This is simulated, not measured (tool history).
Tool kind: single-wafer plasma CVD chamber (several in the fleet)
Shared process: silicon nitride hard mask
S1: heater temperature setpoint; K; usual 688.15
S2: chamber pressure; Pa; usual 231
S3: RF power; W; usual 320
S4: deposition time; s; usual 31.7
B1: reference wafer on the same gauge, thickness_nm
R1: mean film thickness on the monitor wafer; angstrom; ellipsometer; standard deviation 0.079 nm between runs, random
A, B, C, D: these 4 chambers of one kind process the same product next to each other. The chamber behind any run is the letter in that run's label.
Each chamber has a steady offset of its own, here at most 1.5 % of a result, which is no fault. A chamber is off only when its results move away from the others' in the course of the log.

| run | hour | S1 | S2 | S3 | S4 | B1 | R1 |
|---|---|---|---|---|---|---|---|
| 1C | 12.9 | 688.15 | 231 | 320 | 31.7 | 44.979 | 382.77 |
| 2B | 27.1 | 688.15 | 231 | 320 | 31.7 | 44.965 | 385.59 |
| 3D | 38.3 | 688.15 | 231 | 320 | 31.7 | 44.989 | 387.53 |
| 4A | 47.5 | 688.15 | 231 | 320 | 31.7 | 44.994 | 385.06 |
| 5A | 59 | 688.15 | 185 | 365 | 31.7 | 44.96 | 393.6 |
| 6D | 71.7 | 688.15 | 185 | 365 | 31.7 | 45.011 | 397.2 |
|  | 81 | chamber B: thermocouple changed; heater temperature recalibrated |
| 7B | 82.3 | 688.15 | 185 | 365 | 31.7 | 45.012 | 391.98 |
| 8C | 97.3 | 688.15 | 185 | 365 | 31.7 | 45.015 | 390.04 |
| 9C | 111.6 | 688.15 | 231 | 320 | 31.7 | 44.998 | 383.09 |
| 10B | 122.9 | 688.15 | 231 | 320 | 31.7 | 45.023 | 387.9 |
| 11D | 135 | 688.15 | 231 | 320 | 31.7 | 44.995 | 388.39 |
| 12A | 144.9 | 688.15 | 231 | 320 | 31.7 | 45.003 | 385.21 |
| 13B | 156 | 688.15 | 231 | 320 | 31.7 | 44.977 | 386.33 |
| 14C | 163.1 | 688.15 | 203 | 320 | 36.3 | 45.017 | 423.18 |
| 15A | 175 | 688.15 | 203 | 320 | 36.3 | 44.983 | 425.23 |
|  | 181.4 | chamber A: thermocouple changed; heater temperature recalibrated |
| 16D | 182.6 | 688.15 | 203 | 320 | 36.3 | 44.972 | 428.76 |
| 17A | 193.7 | 688.15 | 203 | 320 | 36.3 | 45.024 | 426.19 |
| 18B | 201 | 688.15 | 231 | 320 | 31.7 | 45.014 | 385.95 |
| 19D | 208.8 | 688.15 | 231 | 320 | 31.7 | 44.99 | 387.64 |
|  | 212.2 | chamber C: RF generator calibrated |
| 20C | 219.3 | 688.15 | 231 | 320 | 31.7 | 45.019 | 381.02 |
| 21C | 232.4 | 688.15 | 231 | 295 | 37.7 | 44.983 | 430.88 |
| 22B | 242.6 | 688.15 | 231 | 295 | 37.7 | 44.991 | 435.42 |
| 23D | 253.4 | 688.15 | 231 | 295 | 37.7 | 45.003 | 437.49 |
| 24A | 264.5 | 688.15 | 231 | 295 | 37.7 | 45.01 | 436.32 |
| 25A | 280 | 688.15 | 231 | 320 | 31.7 | 45.01 | 385.3 |
| 26D | 292.1 | 688.15 | 231 | 320 | 31.7 | 45.014 | 387.95 |
| 27C | 306.4 | 688.15 | 231 | 320 | 31.7 | 45.013 | 380.43 |
| 28B | 316.6 | 688.15 | 231 | 320 | 31.7 | 45.005 | 386.24 |
| 29D | 329.7 | 688.15 | 203 | 300 | 31.7 | 44.99 | 359.14 |
| 30A | 343.3 | 688.15 | 203 | 300 | 31.7 | 45.017 | 356.41 |
| 31B | 355.9 | 688.15 | 203 | 300 | 31.7 | 45.022 | 357.94 |
| 32C | 367.2 | 688.15 | 203 | 300 | 31.7 | 45.005 | 350.22 |
| 33B | 381.7 | 688.15 | 231 | 320 | 31.7 | 44.997 | 386.69 |
| 34C | 392.9 | 688.15 | 231 | 320 | 31.7 | 44.992 | 378.82 |
|  | 401 | chamber A: capacitance manometer re-zeroed and calibrated |
| 35D | 404.6 | 688.15 | 231 | 320 | 31.7 | 45.011 | 386.9 |
| 36A | 418.3 | 688.15 | 231 | 320 | 31.7 | 45.028 | 385.07 |
| 37D | 428.6 | 688.15 | 231 | 320 | 31.7 | 45.015 | 389.14 |
| 38A | 443.9 | 688.15 | 231 | 320 | 31.7 | 44.993 | 385.44 |

Has any chamber moved away from the others, gradually or after a service, or does the common gauge drift, or do the chambers differ only by their own small steady offsets? State the chamber and the most likely cause if one applies.

Chamber C drifts away from the others.
Likeliest cause: true pressure below the setpoint (%) = 5.13.

Here are 4 candidates for chamber C's next run, each the usual settings with a change, their results left as question marks. Which one brings its results back in line with what the others give on the usual settings?
In line means no further than this from the other chambers' mean on the usual settings: R1 3.1 angstrom
| 39C-1 | 455.2 | 688.15 | 249 | 320 | 31.7 |  | ? |
| 39C-2 | 455.2 | 688.15 | 229 | 315 | 31.3 |  | ? |
| 39C-3 | 455.2 | 688.15 | 268 | 320 | 31.7 |  | ? |
| 39C-4 | 455.2 | 688.15 | 228 | 315 | 30.8 |  | ? |

The other chambers' mean on the usual settings: R1 386.74 angstrom
| run | R1 |
|---|---|
| 39C-1 | 385.71 |
| 39C-2 | 368.22 |
| 39C-3 | 393.56 |
| 39C-4 | 361.74 |
With 39C-1, the chamber falls back in line with the rest.
